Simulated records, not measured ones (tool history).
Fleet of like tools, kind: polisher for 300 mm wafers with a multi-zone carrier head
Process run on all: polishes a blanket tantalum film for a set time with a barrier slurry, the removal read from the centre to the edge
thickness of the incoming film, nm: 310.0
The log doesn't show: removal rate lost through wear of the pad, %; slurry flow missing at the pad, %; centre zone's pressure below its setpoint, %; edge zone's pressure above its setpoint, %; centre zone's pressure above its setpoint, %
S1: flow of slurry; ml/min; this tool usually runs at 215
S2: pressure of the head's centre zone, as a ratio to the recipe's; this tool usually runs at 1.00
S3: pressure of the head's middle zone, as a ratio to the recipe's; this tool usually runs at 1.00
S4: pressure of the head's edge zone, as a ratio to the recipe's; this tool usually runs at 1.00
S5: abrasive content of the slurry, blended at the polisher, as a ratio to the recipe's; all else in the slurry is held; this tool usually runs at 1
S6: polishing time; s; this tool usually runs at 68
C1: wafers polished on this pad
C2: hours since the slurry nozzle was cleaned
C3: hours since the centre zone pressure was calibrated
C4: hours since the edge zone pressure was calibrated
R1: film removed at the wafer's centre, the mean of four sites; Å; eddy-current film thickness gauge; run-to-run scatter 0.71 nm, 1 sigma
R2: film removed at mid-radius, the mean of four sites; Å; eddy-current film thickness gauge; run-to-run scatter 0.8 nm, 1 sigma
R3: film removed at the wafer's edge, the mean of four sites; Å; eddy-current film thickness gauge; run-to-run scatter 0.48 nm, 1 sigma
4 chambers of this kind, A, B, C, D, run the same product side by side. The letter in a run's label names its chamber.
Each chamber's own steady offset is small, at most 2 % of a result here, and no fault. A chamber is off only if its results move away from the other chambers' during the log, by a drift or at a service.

run 1B day=0.200 | S1=215 S2=1.00 S3=1.00 S4=1.00 S5=1 S6=68 | C1=181 C2=631.9 C3=666.8 C4=516.1 | R1=562.60 R2=564.00 R3=552.84
run 2A day=0.367 | S1=215 S2=1.00 S3=1.00 S4=1.00 S5=1 S6=68 | C1=361 C2=703.4 C3=158.2 C4=454.4 | R1=560.78 R2=549.63 R3=571.63
run 3D day=0.662 | S1=215 S2=1.00 S3=1.00 S4=1.00 S5=1 S6=68 | C1=809 C2=16.0 C3=792.6 C4=553.7 | R1=574.46 R2=547.87 R3=574.43
-- day=0.883 chamber D: worn pad replaced by a new one
run 4C day=0.929 | S1=215 S2=1.00 S3=1.00 S4=1.00 S5=1 S6=68 | C1=690 C2=691.1 C3=692.2 C4=584.1 | R1=567.10 R2=567.04 R3=556.30
run 5C day=1.183 | S1=175 S2=1.00 S3=1.00 S4=1.00 S5=1 S6=68 | C1=776 C2=697.2 C3=698.3 C4=590.2 | R1=539.95 R2=546.18 R3=546.44
-- day=1.300 chamber C: worn pad replaced by a new one
run 6A day=1.342 | S1=175 S2=1.00 S3=1.00 S4=1.00 S5=1 S6=68 | C1=692 C2=726.8 C3=181.6 C4=477.8 | R1=550.69 R2=544.79 R3=551.77
-- day=1.350 chamber A: worn pad replaced by a new one
run 7B day=1.621 | S1=175 S2=1.00 S3=1.00 S4=1.00 S5=1 S6=68 | C1=663 C2=666.0 C3=700.9 C4=550.2 | R1=545.67 R2=532.07 R3=550.36
run 8D day=1.750 | S1=175 S2=1.00 S3=1.00 S4=1.00 S5=1 S6=68 | C1=295 C2=42.1 C3=818.7 C4=579.8 | R1=542.78 R2=537.66 R3=555.99
-- day=1.754 chamber C: slurry nozzle cleaned
run 9D day=1.883 | S1=215 S2=0.93 S3=1.00 S4=1.07 S5=1 S6=68 | C1=340 C2=45.3 C3=821.9 C4=583.0 | R1=538.63 R2=563.18 R3=583.04
-- day=1.946 chamber B: worn pad replaced by a new one
run 10B day=2.167 | S1=215 S2=0.93 S3=1.00 S4=1.07 S5=1 S6=68 | C1=75 C2=679.1 C3=714.0 C4=563.3 | R1=520.66 R2=545.19 R3=581.56
run 11C day=2.388 | S1=215 S2=0.93 S3=1.00 S4=1.07 S5=1 S6=68 | C1=370 C2=15.2 C3=727.2 C4=619.1 | R1=521.98 R2=556.13 R3=587.62
run 12A day=2.588 | S1=215 S2=0.93 S3=1.00 S4=1.07 S5=1 S6=68 | C1=420 C2=756.7 C3=211.5 C4=507.7 | R1=520.20 R2=570.80 R3=595.19
run 13D day=2.717 | S1=215 S2=1.00 S3=1.00 S4=1.00 S5=1 S6=68 | C1=623 C2=65.3 C3=841.9 C4=603.0 | R1=579.71 R2=541.68 R3=570.04
run 14A day=2.879 | S1=215 S2=1.00 S3=1.00 S4=1.00 S5=1 S6=68 | C1=519 C2=763.7 C3=218.5 C4=514.7 | R1=567.65 R2=568.99 R3=570.50
-- day=2.892 chamber B: slurry nozzle cleaned
run 15B day=3.138 | S1=215 S2=1.00 S3=1.00 S4=1.00 S5=1 S6=68 | C1=405 C2=5.9 C3=737.3 C4=586.6 | R1=569.53 R2=571.69 R3=563.91
-- day=3.250 chamber A: edge zone pressure recalibrated
run 16C day=3.358 | S1=215 S2=1.00 S3=1.00 S4=1.00 S5=1 S6=68 | C1=699 C2=38.5 C3=750.5 C4=642.4 | R1=560.43 R2=559.10 R3=563.43
-- day=3.517 chamber C: worn pad replaced by a new one
-- day=3.562 chamber A: worn pad replaced by a new one
run 17D day=3.650 | S1=215 S2=1.00 S3=1.00 S4=1.00 S5=1 S6=68 | C1=940 C2=87.7 C3=864.3 C4=625.4 | R1=573.95 R2=563.49 R3=569.46
-- day=3.671 chamber D: worn pad replaced by a new one
run 18C day=3.825 | S1=215 S2=1.00 S3=1.00 S4=1.00 S5=1 S6=68 | C1=104 C2=49.7 C3=761.7 C4=653.6 | R1=569.75 R2=567.66 R3=575.94
-- day=3.975 chamber B: worn pad replaced by a new one
run 19A day=3.992 | S1=215 S2=1.00 S3=1.00 S4=1.00 S5=1 S6=68 | C1=146 C2=790.4 C3=245.2 C4=17.8 | R1=565.93 R2=571.11 R3=566.91
run 20B day=4.200 | S1=215 S2=1.00 S3=0.94 S4=1.00 S5=1 S6=77 | C1=77 C2=31.4 C3=762.8 C4=612.1 | R1=624.55 R2=594.13 R3=633.19
run 21C day=4.412 | S1=215 S2=1.00 S3=0.94 S4=1.00 S5=1 S6=77 | C1=304 C2=63.8 C3=775.8 C4=667.7 | R1=632.21 R2=601.83 R3=631.84
run 22B day=4.700 | S1=215 S2=1.00 S3=0.94 S4=1.00 S5=1 S6=77 | C1=246 C2=43.4 C3=774.8 C4=624.1 | R1=612.92 R2=598.32 R3=639.31
run 23D day=4.858 | S1=215 S2=1.00 S3=0.94 S4=1.00 S5=1 S6=77 | C1=404 C2=116.7 C3=893.3 C4=654.4 | R1=649.40 R2=593.11 R3=639.53
-- day=5.054 chamber C: centre zone pressure recalibrated
run 24A day=5.150 | S1=215 S2=1.00 S3=1.00 S4=1.00 S5=1 S6=68 | C1=539 C2=818.2 C3=273.0 C4=45.6 | R1=561.79 R2=562.44 R3=568.20
run 25C day=5.421 | S1=215 S2=1.00 S3=1.00 S4=1.00 S5=1 S6=68 | C1=646 C2=88.0 C3=8.8 C4=691.9 | R1=564.37 R2=571.04 R3=565.36
-- day=5.467 chamber A: worn pad replaced by a new one
-- day=5.588 chamber C: worn pad replaced by a new one
run 26D day=5.604 | S1=215 S2=1.00 S3=1.00 S4=1.00 S5=1 S6=68 | C1=657 C2=134.6 C3=911.2 C4=672.3 | R1=578.02 R2=562.41 R3=571.03
-- day=5.833 chamber D: worn pad replaced by a new one
run 27B day=5.875 | S1=215 S2=1.00 S3=1.00 S4=1.00 S5=1 S6=68 | C1=646 C2=71.6 C3=803.0 C4=652.3 | R1=524.31 R2=555.98 R3=562.27
-- day=5.908 chamber B: worn pad replaced by a new one
run 28A day=6.092 | S1=215 S2=1.00 S3=1.06 S4=1.00 S5=1 S6=68 | C1=213 C2=840.8 C3=295.6 C4=68.2 | R1=554.99 R2=598.48 R3=571.26
run 29D day=6.262 | S1=215 S2=1.00 S3=1.06 S4=1.00 S5=1 S6=68 | C1=147 C2=150.4 C3=927.0 C4=688.1 | R1=580.10 R2=612.87 R3=566.37
run 30B day=6.421 | S1=215 S2=1.00 S3=1.06 S4=1.00 S5=1 S6=68 | C1=174 C2=84.7 C3=816.1 C4=665.4 | R1=535.18 R2=589.34 R3=555.42
run 31C day=6.700 | S1=215 S2=1.00 S3=1.06 S4=1.00 S5=1 S6=68 | C1=378 C2=118.7 C3=39.5 C4=722.6 | R1=567.72 R2=595.76 R3=566.78
run 32A day=6.979 | S1=215 S2=1.00 S3=1.00 S4=1.00 S5=1 S6=68 | C1=515 C2=862.1 C3=316.9 C4=89.5 | R1=573.89 R2=568.77 R3=571.47
run 33B day=7.183 | S1=215 S2=1.00 S3=1.00 S4=1.00 S5=1 S6=68 | C1=434 C2=103.0 C3=834.4 C4=683.7 | R1=512.52 R2=565.89 R3=557.56
run 34A day=7.421 | S1=215 S2=1.00 S3=1.00 S4=1.00 S5=1 S6=68 | C1=665 C2=872.7 C3=327.5 C4=100.1 | R1=556.08 R2=556.89 R3=568.12
run 35D day=7.562 | S1=215 S2=1.00 S3=1.00 S4=1.00 S5=1 S6=68 | C1=588 C2=181.6 C3=958.2 C4=719.3 | R1=563.86 R2=562.48 R3=573.60
-- day=7.671 chamber A: worn pad replaced by a new one
run 36C day=7.692 | S1=215 S2=1.00 S3=1.00 S4=1.00 S5=1 S6=68 | C1=715 C2=142.5 C3=63.3 C4=746.4 | R1=576.11 R2=562.97 R3=563.36
run 37B day=7.833 | S1=215 S2=1.00 S3=1.00 S4=1.00 S5=1 S6=68 | C1=654 C2=118.6 C3=850.0 C4=699.3 | R1=511.16 R2=560.43 R3=560.83
-- day=7.896 chamber C: worn pad replaced by a new one
run 38A day=7.992 | S1=215 S2=1.00 S3=1.00 S4=1.00 S5=1 S6=68 | C1=109 C2=886.4 C3=341.2 C4=113.8 | R1=554.02 R2=564.94 R3=578.86
-- day=8.121 chamber B: worn pad replaced by a new one
run 39C day=8.271 | S1=215 S2=1.00 S3=1.00 S4=1.00 S5=1 S6=68 | C1=128 C2=156.4 C3=77.2 C4=760.3 | R1=561.10 R2=556.99 R3=565.93
-- day=8.408 chamber D: worn pad replaced by a new one
run 40D day=8.533 | S1=215 S2=1.00 S3=1.00 S4=1.00 S5=1 S6=68 | C1=42 C2=204.9 C3=981.5 C4=742.6 | R1=581.48 R2=575.64 R3=572.02
run 41B day=8.708 | S1=215 S2=1.00 S3=1.00 S4=1.00 S5=1 S6=68 | C1=200 C2=139.6 C3=871.0 C4=720.3 | R1=505.78 R2=553.25 R3=558.64
run 42A day=8.892 | S1=215 S2=1.00 S3=1.00 S4=1.00 S5=1 S6=68 | C1=415 C2=908.0 C3=362.8 C4=135.4 | R1=566.43 R2=578.79 R3=569.19
run 43C day=9.125 | S1=215 S2=1.00 S3=1.00 S4=1.00 S5=1 S6=68 | C1=418 C2=176.9 C3=97.7 C4=780.8 | R1=569.55 R2=553.79 R3=557.56

Is one chamber out of step, is the gauge drifting, or do the chambers differ by no more than their own small offsets? For an off chamber, give its letter and the likeliest cause.

Chamber B drifts away from the others.
What lies behind it: centre zone's pressure below its setpoint, % = 9.46.

Chamber B could run next with any of the 4 candidate recipes listed below; each alters the usual settings, and their results appear as question marks. Which one brings its results back in line with what the other chambers deliver on the usual settings?
In line here means within this much of the mean the other chambers give on the usual settings: R1 25.00 Å; R2 28.00 Å; R3 17.00 Å
run 44B-1 day=9.333 | S1=210 S2=0.92 S3=1.01 S4=1.03 S5=1 S6=67 | R1=? R2=? R3=?
run 44B-2 day=9.333 | S1=205 S2=0.84 S3=1.02 S4=1.06 S5=1 S6=65 | R1=? R2=? R3=?
run 44B-3 day=9.333 | S1=230 S2=1.17 S3=0.98 S4=0.94 S5=1 S6=71 | R1=? R2=? R3=?
run 44B-4 day=9.333 | S1=220 S2=1.08 S3=0.99 S4=0.97 S5=1 S6=69 | R1=? R2=? R3=?

Usual-settings mean across the other chambers: R1 566.02 Å; R2 563.64 Å; R3 566.15 Å
run=44B-1 R1=450.15 R2=550.80 R3=560.34
run=44B-2 R1=392.21 R2=537.63 R3=550.42
run=44B-3 R1=632.35 R2=573.91 R3=572.07
run=44B-4 R1=558.83 R2=559.96 R3=562.30
It is 44B-4 that realigns the chamber with its peers.

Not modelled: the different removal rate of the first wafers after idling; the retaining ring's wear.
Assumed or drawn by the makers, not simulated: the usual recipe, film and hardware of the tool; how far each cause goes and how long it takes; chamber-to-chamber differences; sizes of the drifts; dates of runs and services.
